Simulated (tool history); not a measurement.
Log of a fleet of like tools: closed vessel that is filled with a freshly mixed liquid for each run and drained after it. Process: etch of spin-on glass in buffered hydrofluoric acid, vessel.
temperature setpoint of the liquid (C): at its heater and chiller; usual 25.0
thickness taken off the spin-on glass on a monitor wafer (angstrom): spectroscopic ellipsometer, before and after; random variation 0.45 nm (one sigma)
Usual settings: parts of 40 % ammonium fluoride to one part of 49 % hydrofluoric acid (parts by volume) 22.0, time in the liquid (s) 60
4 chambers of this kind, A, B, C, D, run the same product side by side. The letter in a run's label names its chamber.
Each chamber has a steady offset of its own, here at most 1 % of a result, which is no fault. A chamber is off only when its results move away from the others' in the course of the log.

run	hour	temperature setpoint of the liquid (C)	parts of 40 % ammonium fluoride to one part of 49 % hydrofluoric acid (parts by volume)	time in the liquid (s)	read-back film thickness of the spin-on glass reference wafer, read on the same gauge (nm)	thickness taken off the spin-on glass on a monitor wafer (angstrom)
1A	8.0	25.0	22.0	60	80.007	1243.0
2B	15.0	25.0	22.0	60	80.005	1227.7
3C	23.4	25.0	22.0	60	80.011	1218.7
4D	39.0	25.0	22.0	60	80.005	1225.7
5B	48.8	25.0	22.0	60	79.998	1222.6
6C	64.7	25.0	22.0	60	80.003	1218.2
7A	76.6	25.0	22.0	60	80.008	1240.3
# hour 83.6: chamber A: thermometer replaced
8D	87.1	25.0	22.0	60	80.019	1223.6
9A	94.6	25.0	17.0	60	79.994	1553.6
10B	103.2	25.0	17.0	60	79.994	1540.2
11C	116.0	25.0	17.0	60	79.998	1526.5
12D	126.9	25.0	17.0	60	79.972	1530.7
13B	135.6	25.0	22.0	60	79.972	1223.4
14D	151.3	29.5	15.5	60	79.969	2122.4
15C	160.1	29.5	15.5	60	80.040	2132.2
16A	169.0	29.5	15.5	60	79.980	2156.7
17D	180.9	29.5	15.5	60	79.989	2132.7
18B	190.2	25.0	22.0	60	79.976	1233.2
19A	203.2	25.0	22.0	60	79.953	1237.3
20C	219.0	25.0	22.0	60	79.999	1211.8
21C	230.2	25.0	22.0	60	80.015	1217.8
22D	242.9	25.0	22.0	60	80.001	1223.3
23B	252.7	25.0	22.0	60	80.008	1238.0
24A	264.4	25.0	22.0	60	80.061	1237.3
25A	274.0	25.0	22.0	60	80.012	1240.2
26B	284.8	25.0	22.0	60	79.999	1227.5
27D	300.0	25.0	22.0	90	79.959	1829.6
28C	311.0	25.0	22.0	90	79.987	1822.8
29C	326.2	25.0	22.0	90	80.016	1827.6
30D	337.1	25.0	22.0	90	79.973	1836.4
31B	350.0	25.0	22.0	60	79.991	1229.4
32A	364.5	25.0	22.0	60	79.957	1238.8
33D	376.9	25.0	22.0	60	80.030	1226.1
34A	392.3	25.0	22.0	60	80.003	1235.2
35B	406.2	25.0	22.0	60	79.984	1230.3

What goes on in this fleet: one chamber off, a drifting gauge, or nothing beyond the chambers' own small offsets? Name the chamber and the cause, if any.

No chamber stands off beyond its own small offset, and the gauge holds steady.
